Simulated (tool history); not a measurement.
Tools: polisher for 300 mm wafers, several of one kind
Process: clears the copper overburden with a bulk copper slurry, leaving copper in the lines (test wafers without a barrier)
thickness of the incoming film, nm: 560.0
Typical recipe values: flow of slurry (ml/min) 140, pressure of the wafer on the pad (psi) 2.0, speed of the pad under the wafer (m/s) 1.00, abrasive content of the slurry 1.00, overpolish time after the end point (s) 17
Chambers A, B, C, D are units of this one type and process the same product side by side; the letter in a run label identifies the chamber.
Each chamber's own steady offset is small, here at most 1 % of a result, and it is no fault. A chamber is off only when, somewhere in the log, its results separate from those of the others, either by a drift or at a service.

run   hour  flow of slurry (ml/min)  pressure of the wafer on the pad (psi)  speed of the pad under the wafer (m/s)  abrasive content of the slurry  overpolish time after the end point (s)  time until the end point was called (s)  dishing of a wide line in a test structure (Å)
 1A    3.5                      140                                     2.0                                    1.00                            1.00                                       17                                   83.976                                          532.02
       6.4  -- chamber A: worn pad replaced by a new one
       8.1  -- chamber D: slurry nozzle cleaned
 2D    8.3                      140                                     2.0                                    1.00                            1.00                                       17                                   82.150                                          529.44
      11.7  -- chamber B: worn pad replaced by a new one
 3C   12.7                      140                                     2.0                                    1.00                            1.00                                       17                                   87.287                                          523.39
 4B   17.9                      140                                     2.0                                    1.00                            1.00                                       17                                   85.497                                          506.53
 5D   22.4                      140                                     2.0                                    1.00                            1.15                                       17                                   82.422                                          535.51
 6B   28.5                      140                                     2.0                                    1.00                            1.15                                       17                                   82.504                                          524.78
 7C   35.9                      140                                     2.0                                    1.00                            1.15                                       17                                   84.348                                          540.07
      42.7  -- chamber C: worn pad replaced by a new one
 8A   43.1                      140                                     2.0                                    1.00                            1.15                                       17                                   79.757                                          547.23
 9A   46.9                      140                                     2.0                                    0.74                            1.10                                       17                                  113.020                                          455.07
10C   53.9                      140                                     2.0                                    0.74                            1.10                                       17                                  113.620                                          457.12
11B   59.4                      140                                     2.0                                    0.74                            1.10                                       17                                  110.500                                          446.15
12D   62.7                      140                                     2.0                                    0.74                            1.10                                       17                                  114.220                                          446.84
13A   67.4                      140                                     2.0                                    1.00                            1.00                                       17                                   87.451                                          542.51
      67.9  -- chamber B: slurry nozzle cleaned
      68.7  -- chamber C: slurry blender recalibrated
14D   72.9                      140                                     2.0                                    1.00                            1.00                                       17                                   85.314                                          511.74
      73.6  -- chamber D: slurry blender recalibrated
15C   79.0                      140                                     2.0                                    1.00                            1.00                                       17                                   83.517                                          510.93
16B   84.7                      140                                     1.5                                    1.00                            1.00                                       24                                  111.050                                          524.03
17C   89.7                      140                                     1.5                                    1.00                            1.00                                       24                                  115.850                                          525.44
18B   96.7                      140                                     1.5                                    1.00                            1.00                                       24                                  112.650                                          516.90
      97.3  -- chamber A: head pressure recalibrated
19A  103.7                      140                                     1.5                                    1.00                            1.00                                       24                                  112.360                                          524.04
     109.2  -- chamber B: slurry blender recalibrated
20D  110.0                      140                                     2.0                                    1.00                            1.00                                       17                                   86.288                                          521.83
     111.3  -- chamber A: worn pad replaced by a new one
21D  116.2                      140                                     2.0                                    1.00                            1.00                                       17                                   85.805                                          526.52
     120.8  -- chamber C: head pressure recalibrated
     122.7  -- chamber D: worn pad replaced by a new one
22A  123.6                      140                                     2.0                                    1.00                            1.00                                       17                                   87.188                                          535.52
23C  127.1                      140                                     2.0                                    1.00                            1.00                                       17                                   81.659                                          525.40
     131.2  -- chamber B: worn pad replaced by a new one
24B  131.7                      140                                     2.0                                    1.00                            1.00                                       17                                   86.761                                          539.77
25B  135.5                      140                                     2.0                                    1.00                            1.00                                       17                                   81.894                                          546.27
26C  141.2                      140                                     2.0                                    1.00                            1.00                                       17                                   89.094                                          523.21
     147.0  -- chamber A: slurry blender recalibrated
27A  147.6                      140                                     2.0                                    1.00                            1.00                                       17                                   83.969                                          517.54
28D  152.6                      140                                     2.0                                    1.00                            1.00                                       17                                   85.119                                          545.07
29B  156.2                      140                                     2.0                                    1.00                            1.00                                       17                                   82.086                                          543.57
30C  163.0                      140                                     2.0                                    1.00                            1.00                                       17                                   88.250                                          538.04
     166.5  -- chamber C: worn pad replaced by a new one
31A  168.2                      140                                     2.0                                    1.00                            1.00                                       17                                   85.820                                          524.95
32D  172.8                      140                                     2.0                                    1.00                            1.00                                       17                                   83.771                                          529.67
33C  179.6                      140                                     2.0                                    1.00                            1.00                                       17                                   87.100                                          533.66
34D  185.0                      140                                     2.0                                    1.00                            1.00                                       17                                   86.309                                          527.83
35B  190.7                      140                                     2.0                                    1.00                            1.00                                       17                                   83.873                                          522.60
36A  194.9                      140                                     2.0                                    1.00                            1.00                                       17                                   87.241                                          521.08
37B  200.4                      140                                     1.5                                    1.00                            1.00                                       22                                  113.670                                          510.51
38A  207.2                      140                                     1.5                                    1.00                            1.00                                       22                                  114.640                                          490.66
39D  212.8                      140                                     1.5                                    1.00                            1.00                                       22                                  115.670                                          503.05
40C  216.3                      140                                     1.5                                    1.00                            1.00                                       22                                  111.210                                          497.70
41B  222.1                      140                                     2.0                                    1.00                            1.00                                       17                                   84.456                                          537.16

What goes on in this fleet: one chamber off, a drifting gauge, or nothing beyond the chambers' own small offsets? Name the chamber and the cause, if any.

Neither any chamber nor the gauge drifts; the chambers differ only by their own small, steady offsets.

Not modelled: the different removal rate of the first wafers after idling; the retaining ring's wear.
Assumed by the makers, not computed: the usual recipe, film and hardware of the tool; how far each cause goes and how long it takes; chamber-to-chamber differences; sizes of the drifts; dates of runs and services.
